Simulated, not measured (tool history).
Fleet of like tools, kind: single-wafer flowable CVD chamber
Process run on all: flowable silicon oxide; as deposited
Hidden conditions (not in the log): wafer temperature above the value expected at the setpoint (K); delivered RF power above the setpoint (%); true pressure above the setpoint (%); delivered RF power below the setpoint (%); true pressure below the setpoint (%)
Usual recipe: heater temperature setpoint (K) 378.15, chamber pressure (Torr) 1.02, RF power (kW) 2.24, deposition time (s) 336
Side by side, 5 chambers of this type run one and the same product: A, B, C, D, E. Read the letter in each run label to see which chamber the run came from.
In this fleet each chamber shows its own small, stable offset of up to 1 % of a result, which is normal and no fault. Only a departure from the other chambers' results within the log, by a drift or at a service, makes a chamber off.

run   hour  heater temperature setpoint (K)  chamber pressure (Torr)  RF power (kW)  deposition time (s)  hours since the last thermocouple change  hours since the last RF generator calibration  hours since the last manometer calibration  read-back reference wafer on the same gauge, thickness_nm  mean film thickness on the monitor wafer (angstrom)
 1A    9.1                           378.15                     1.02           2.24                  336                                     900.6                                          467.7                                       744.8                                                     217.83                                               2362.1
 2E   17.9                           378.15                     1.02           2.24                  336                                     279.5                                          777.7                                      1322.5                                                     218.11                                               2368.8
 3C   25.9                           378.15                     1.02           2.24                  336                                     965.6                                          633.1                                      1069.2                                                     218.13                                               2367.9
 4D   37.8                           378.15                     1.02           2.24                  336                                    1966.6                                         1091.5                                        83.1                                                     217.98                                               2420.3
      41.3  -- chamber E: RF generator calibrated
 5B   50.4                           378.15                     1.02           2.24                  336                                    1559.7                                         1141.4                                       678.3                                                     217.96                                               2385.5
 6E   58.7                           378.15                     1.14           2.24                  336                                     320.3                                           17.4                                      1363.3                                                     217.81                                               2708.8
 7B   71.4                           378.15                     1.14           2.24                  336                                    1580.7                                         1162.4                                       699.3                                                     217.82                                               2698.2
 8D   81.8                           378.15                     1.14           2.24                  336                                    2010.6                                         1135.5                                       127.1                                                     218.21                                               2710.8
 9A   91.9                           378.15                     1.14           2.24                  336                                     983.4                                          550.5                                       827.6                                                     217.75                                               2730.3
10C  103.3                           378.15                     1.14           2.24                  336                                      1043                                          710.5                                      1146.6                                                     218.14                                               2683.1
11D  112.8                           378.15                     1.02           2.24                  336                                    2041.6                                         1166.5                                       158.1                                                     217.97                                               2394.9
12B  125.4                           378.15                     1.02           2.24                  336                                    1634.7                                         1216.4                                       753.3                                                     218.24                                                 2373
13A  133.7                           378.15                     1.02           2.24                  336                                    1025.2                                          592.3                                       869.4                                                        218                                               2380.6
14E  141.3                           388.15                     1.02           2.44                  336                                     402.9                                            100                                      1445.9                                                     218.09                                               1752.6
15C  148.3                           388.15                     1.02           2.44                  336                                      1088                                          755.5                                      1191.6                                                     217.98                                               1728.5
16B  162.3                           388.15                     1.02           2.44                  336                                    1671.6                                         1253.3                                       790.2                                                     217.92                                               1756.5
17A    169                           388.15                     1.02           2.44                  336                                    1060.5                                          627.6                                       904.7                                                     218.21                                               1749.5
18E    178                           388.15                     1.02           2.44                  336                                     439.6                                          136.7                                      1482.6                                                     217.83                                               1757.6
19C    189                           378.15                     1.02           2.24                  336                                    1128.7                                          796.2                                      1232.3                                                     218.24                                               2362.2
20D  202.1                           378.15                     1.02           2.24                  336                                    2130.9                                         1255.8                                       247.4                                                     217.86                                               2409.9
21B  211.7                           378.15                     1.02           2.24                  336                                      1721                                         1302.7                                       839.6                                                     217.97                                               2387.2
22A  226.2                           378.15                     1.02           2.24                  336                                    1117.7                                          684.8                                       961.9                                                     218.21                                               2385.6
23D  238.1                           378.15                     1.02           2.24                  336                                    2166.9                                         1291.8                                       283.4                                                     218.15                                               2416.4
24E  247.6                           383.15                     0.89           2.24                  336                                     509.2                                          206.3                                      1552.2                                                     218.12                                               1702.6
25C  256.5                           383.15                     0.89           2.24                  336                                    1196.2                                          863.7                                      1299.8                                                      217.8                                                 1720
26E  263.4                           383.15                     0.89           2.24                  336                                       525                                          222.1                                        1568                                                     217.88                                               1694.7
27A    270                           383.15                     0.89           2.24                  336                                    1161.5                                          728.6                                      1005.7                                                     218.23                                               1722.8
28B  279.9                           383.15                     0.89           2.24                  336                                    1789.2                                         1370.9                                       907.8                                                     217.93                                               1702.8
29D  289.1                           378.15                     1.02           2.24                  336                                    2217.9                                         1342.8                                       334.4                                                      217.9                                               2395.2
30C  300.6                           378.15                     1.02           2.24                  336                                    1240.3                                          907.8                                      1343.9                                                     218.13                                               2374.8
31C  313.8                           378.15                      1.2           2.24                  336                                    1253.5                                            921                                      1357.1                                                     217.92                                               2871.7
32B  326.1                           378.15                      1.2           2.24                  336                                    1835.4                                         1417.1                                         954                                                      217.8                                               2879.5
33A  338.5                           378.15                      1.2           2.24                  336                                      1230                                          797.1                                      1074.2                                                     217.99                                               2853.9
34E  348.6                           378.15                      1.2           2.24                  336                                     610.2                                          307.3                                      1653.2                                                     217.95                                               2868.7
35D  359.8                           378.15                      1.2           2.24                  336                                    2288.6                                         1413.5                                       405.1                                                     217.95                                               2917.5

Which is it: a chamber that has drifted or been left off by a service, a gauge drift common to all chambers, or only each chamber's usual small offset? If a chamber is off, name it and its likeliest cause.

No chamber stands off beyond its own small offset, and the gauge holds steady.
